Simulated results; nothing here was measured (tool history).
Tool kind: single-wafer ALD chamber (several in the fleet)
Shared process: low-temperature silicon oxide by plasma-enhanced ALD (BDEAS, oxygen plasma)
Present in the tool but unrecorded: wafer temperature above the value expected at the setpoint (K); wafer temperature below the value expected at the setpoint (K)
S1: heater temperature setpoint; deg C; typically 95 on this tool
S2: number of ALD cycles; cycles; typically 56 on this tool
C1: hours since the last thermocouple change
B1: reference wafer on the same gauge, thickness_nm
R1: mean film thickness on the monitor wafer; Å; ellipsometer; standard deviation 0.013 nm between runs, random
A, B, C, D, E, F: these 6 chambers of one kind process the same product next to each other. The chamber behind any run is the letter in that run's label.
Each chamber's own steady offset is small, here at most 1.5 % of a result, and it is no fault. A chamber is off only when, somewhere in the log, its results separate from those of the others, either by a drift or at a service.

Run 1D, hour 7.8: usual settings; C1 1569.3; B1 7.7586. Result: R1 81.216 Å.
Run 2E, hour 14.7: usual settings; C1 1938.6; B1 7.7599. Result: R1 82.541 Å.
Run 3C, hour 24.4: usual settings; C1 1587.1; B1 7.7611. Result: R1 82.512 Å.
Run 4B, hour 34.4: usual settings; C1 1786.5; B1 7.7662. Result: R1 81.576 Å.
Run 5F, hour 46.1: usual settings; C1 1078.6; B1 7.7678. Result: R1 81.701 Å.
At hour 52.7: chamber C: thermocouple changed; heater temperature recalibrated.
Run 6A, hour 53.2: usual settings but S1 89 deg C; C1 1660.2; B1 7.7665. Result: R1 83.855 Å.
Run 7F, hour 60.8: usual settings but S1 89 deg C; C1 1093.3; B1 7.7666. Result: R1 83.26 Å.
Run 8C, hour 69: usual settings but S1 89 deg C; C1 16.4; B1 7.7706. Result: R1 84.486 Å.
Run 9B, hour 78.1: usual settings but S1 89 deg C; C1 1830.2; B1 7.7718. Result: R1 83.189 Å.
Run 10D, hour 86.4: usual settings but S1 89 deg C; C1 1647.9; B1 7.7766. Result: R1 83.342 Å.
Run 11A, hour 92.2: usual settings but S1 89 deg C; C1 1699.2; B1 7.7735. Result: R1 84.16 Å.
Run 12E, hour 99.6: usual settings; C1 2023.5; B1 7.7719. Result: R1 82.644 Å.
Run 13C, hour 106.1: usual settings; C1 53.5; B1 7.7727. Result: R1 82.856 Å.
Run 14F, hour 117.4: usual settings; C1 1149.9; B1 7.7813. Result: R1 82.022 Å.
Run 15E, hour 123.7: usual settings; C1 2047.6; B1 7.7753. Result: R1 82.419 Å.
Run 16D, hour 132.1: usual settings; C1 1693.6; B1 7.7769. Result: R1 81.446 Å.
Run 17B, hour 137.8: usual settings; C1 1889.9; B1 7.7804. Result: R1 81.561 Å.
Run 18A, hour 146.2: usual settings; C1 1753.2; B1 7.7779. Result: R1 82.283 Å.
Run 19F, hour 155.4: usual settings; C1 1187.9; B1 7.7803. Result: R1 81.832 Å.
Run 20A, hour 166: usual settings; C1 1773; B1 7.7838. Result: R1 82.507 Å.
At hour 169.9: chamber B: thermocouple changed; heater temperature recalibrated.
Run 21C, hour 173.5: usual settings; C1 120.9; B1 7.7831. Result: R1 82.775 Å.
Run 22B, hour 183.7: usual settings; C1 13.8; B1 7.7838. Result: R1 81.631 Å.
Run 23E, hour 192.1: usual settings; C1 2116; B1 7.7901. Result: R1 82.69 Å.
Run 24D, hour 199.8: usual settings; C1 1761.3; B1 7.7872. Result: R1 81.468 Å.
Run 25E, hour 205.4: usual settings but S1 87 deg C, S2 66 cycles; C1 2129.3; B1 7.7894. Result: R1 100.15 Å.
Run 26F, hour 217.2: usual settings but S1 87 deg C, S2 66 cycles; C1 1249.7; B1 7.7882. Result: R1 99.31 Å.
Run 27B, hour 224.3: usual settings but S1 87 deg C, S2 66 cycles; C1 54.4; B1 7.7896. Result: R1 99.012 Å.
Run 28A, hour 236.4: usual settings but S1 87 deg C, S2 66 cycles; C1 1843.4; B1 7.7935. Result: R1 99.98 Å.
Run 29C, hour 242.8: usual settings but S1 87 deg C, S2 66 cycles; C1 190.2; B1 7.7934. Result: R1 100.48 Å.
Run 30D, hour 253.9: usual settings but S1 87 deg C, S2 66 cycles; C1 1815.4; B1 7.7963. Result: R1 98.927 Å.
Run 31A, hour 263.6: usual settings; C1 1870.6; B1 7.7948. Result: R1 82.709 Å.
Run 32F, hour 269.3: usual settings; C1 1301.8; B1 7.799. Result: R1 81.882 Å.
Run 33C, hour 279: usual settings; C1 226.4; B1 7.7984. Result: R1 82.774 Å.
Run 34B, hour 289.7: usual settings; C1 119.8; B1 7.8001. Result: R1 81.583 Å.
Run 35E, hour 298.9: usual settings; C1 2222.8; B1 7.8022. Result: R1 82.441 Å.
Run 36D, hour 305.6: usual settings; C1 1867.1; B1 7.8029. Result: R1 81.729 Å.
Run 37B, hour 313.1: usual settings but S1 89 deg C, S2 67 cycles; C1 143.2; B1 7.8016. Result: R1 99.611 Å.
Run 38C, hour 320.8: usual settings but S1 89 deg C, S2 67 cycles; C1 268.2; B1 7.8044. Result: R1 101.11 Å.
Run 39D, hour 328.5: usual settings but S1 89 deg C, S2 67 cycles; C1 1890; B1 7.8064. Result: R1 99.555 Å.
At hour 338: chamber A: thermocouple changed; heater temperature recalibrated.
Run 40F, hour 339.3: usual settings but S1 89 deg C, S2 67 cycles; C1 1371.8; B1 7.8058. Result: R1 100.12 Å.
Run 41A, hour 345.9: usual settings but S1 89 deg C, S2 67 cycles; C1 7.9; B1 7.8086. Result: R1 100.85 Å.
Run 42E, hour 355.1: usual settings but S1 89 deg C, S2 67 cycles; C1 2279; B1 7.8081. Result: R1 101.4 Å.
Run 43F, hour 360.8: usual settings; C1 1393.3; B1 7.81. Result: R1 82.276 Å.

Does one chamber stand apart from the rest, does the shared gauge drift, or is all well apart from small per-chamber offsets? Give the chamber and the most likely cause, where there is one.

It is the gauge, not a chamber: its drift shows up in every chamber's results at once, and no chamber is off.
Most likely cause: gauge reads high (%) = 0.65.
